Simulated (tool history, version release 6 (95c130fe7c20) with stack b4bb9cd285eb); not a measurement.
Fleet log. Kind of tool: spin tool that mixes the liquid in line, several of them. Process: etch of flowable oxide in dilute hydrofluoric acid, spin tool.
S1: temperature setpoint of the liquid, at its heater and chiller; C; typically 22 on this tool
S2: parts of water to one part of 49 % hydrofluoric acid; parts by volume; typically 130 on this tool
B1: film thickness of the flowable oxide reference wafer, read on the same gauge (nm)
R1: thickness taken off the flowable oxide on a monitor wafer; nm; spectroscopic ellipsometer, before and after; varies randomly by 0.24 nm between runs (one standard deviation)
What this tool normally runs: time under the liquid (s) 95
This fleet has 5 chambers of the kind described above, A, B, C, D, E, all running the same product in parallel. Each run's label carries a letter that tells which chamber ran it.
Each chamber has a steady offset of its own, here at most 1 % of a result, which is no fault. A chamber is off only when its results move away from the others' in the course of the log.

Run 1A, hour 6: usual settings; B1 110.01. Result: R1 32.741 nm.
Run 2E, hour 11.5: usual settings; B1 110.02. Result: R1 33.054 nm.
Run 3B, hour 15.4: usual settings; B1 110.01. Result: R1 32.806 nm.
Run 4D, hour 19.7: usual settings; B1 110.02. Result: R1 32.777 nm.
Run 5C, hour 24.7: usual settings; B1 109.99. Result: R1 33.061 nm.
Run 6C, hour 28.7: usual settings; B1 110. Result: R1 33.237 nm.
Run 7B, hour 35.6: usual settings; B1 110.01. Result: R1 32.985 nm.
Run 8A, hour 42.7: usual settings but S1 18 C; B1 110.01. Result: R1 27.702 nm.
Run 9D, hour 48.2: usual settings but S1 18 C; B1 109.99. Result: R1 27.887 nm.
Run 10E, hour 54.3: usual settings but S1 18 C; B1 109.98. Result: R1 28.032 nm.
Run 11A, hour 60.9: usual settings but S1 18 C; B1 110. Result: R1 27.461 nm.
Run 12E, hour 65.7: usual settings but S1 18 C; B1 109.98. Result: R1 28.055 nm.
Run 13C, hour 69.4: usual settings; B1 110. Result: R1 33.09 nm.
Run 14D, hour 73.9: usual settings; B1 109.98. Result: R1 32.201 nm.
Run 15B, hour 81.1: usual settings; B1 110.01. Result: R1 33.074 nm.
Run 16B, hour 88.1: usual settings; B1 110.01. Result: R1 32.569 nm.
Run 17A, hour 92.8: usual settings; B1 109.99. Result: R1 32.33 nm.
Run 18C, hour 99.2: usual settings; B1 110. Result: R1 33.394 nm.
Run 19E, hour 103.1: usual settings; B1 109.99. Result: R1 33.211 nm.
Run 20D, hour 108.4: usual settings; B1 109.99. Result: R1 31.46 nm.
Run 21E, hour 112.6: usual settings but S2 100 parts by volume, time under the liquid (s) 65; B1 110. Result: R1 30.683 nm.
Run 22C, hour 117.8: usual settings but S2 100 parts by volume, time under the liquid (s) 65; B1 109.99. Result: R1 30.876 nm.
Run 23B, hour 122.1: usual settings but S2 100 parts by volume, time under the liquid (s) 65; B1 110.01. Result: R1 30.364 nm.
Run 24A, hour 127.8: usual settings but S2 100 parts by volume, time under the liquid (s) 65; B1 109.99. Result: R1 30.185 nm.
Run 25D, hour 131.4: usual settings but S2 100 parts by volume, time under the liquid (s) 65; B1 109.99. Result: R1 28.986 nm.
Run 26D, hour 134.9: usual settings; B1 109.99. Result: R1 31.412 nm.
Run 27B, hour 139.9: usual settings; B1 109.99. Result: R1 33.422 nm.
Run 28C, hour 146.4: usual settings but S2 70 parts by volume, time under the liquid (s) 70; B1 109.99. Result: R1 49.018 nm.
Run 29A, hour 152: usual settings but S2 70 parts by volume, time under the liquid (s) 70; B1 109.99. Result: R1 47.809 nm.
Run 30E, hour 157.1: usual settings but S2 70 parts by volume, time under the liquid (s) 70; B1 109.99. Result: R1 48.554 nm.
Run 31A, hour 162.5: usual settings but S2 70 parts by volume, time under the liquid (s) 70; B1 110. Result: R1 47.74 nm.
Run 32E, hour 168.8: usual settings but S2 70 parts by volume, time under the liquid (s) 70; B1 110.01. Result: R1 49.565 nm.
Run 33B, hour 175.7: usual settings; B1 110.02. Result: R1 33.2 nm.
Run 34C, hour 182: usual settings; B1 110. Result: R1 33.073 nm.
Run 35D, hour 189.2: usual settings; B1 110.01. Result: R1 30.042 nm.
Run 36E, hour 193.8: usual settings; B1 110.02. Result: R1 33.317 nm.
At hour 197.8: chamber B: thermometer replaced.
Run 37A, hour 199.3: usual settings; B1 109.99. Result: R1 32.66 nm.
Run 38B, hour 202.7: usual settings but S1 26.5 C, S2 100 parts by volume; B1 109.97. Result: R1 53.336 nm.
Run 39C, hour 208.5: usual settings but S1 26.5 C, S2 100 parts by volume; B1 109.99. Result: R1 53.452 nm.

Has any chamber moved away from the others, gradually or after a service, or does the common gauge drift, or do the chambers differ only by their own small steady offsets? State the chamber and the most likely cause if one applies.

It is chamber D that slowly wanders off from its peers.
What lies behind it: liquid colder than its thermometer reads (K) = 2.52.
Not necessarily distinguishable in this log from: hydrofluoric acid flow below the setpoint (%).

Here are 4 candidates for chamber D's next run, each the usual settings with a change, their results left as question marks. Which one brings its results back in line with what the others give on the usual settings?
Counts as in line when no further than this from what the other chambers average on the usual settings: R1 0.83 nm
Run 40D-1, hour 213.8: usual settings but S1 19.5 C. Result: R1 ?.
Run 40D-2, hour 213.8: usual settings but S2 155 parts by volume. Result: R1 ?.
Run 40D-3, hour 213.8: usual settings but S1 27 C. Result: R1 ?.
Run 40D-4, hour 213.8: usual settings but S1 24.5 C. Result: R1 ?.

Usual-settings mean across the other chambers: R1 32.977 nm
  run      R1
40D-1  26.869
40D-2  24.327
40D-3   36.43
40D-4  32.991
With 40D-4, the chamber falls back in line with the rest.
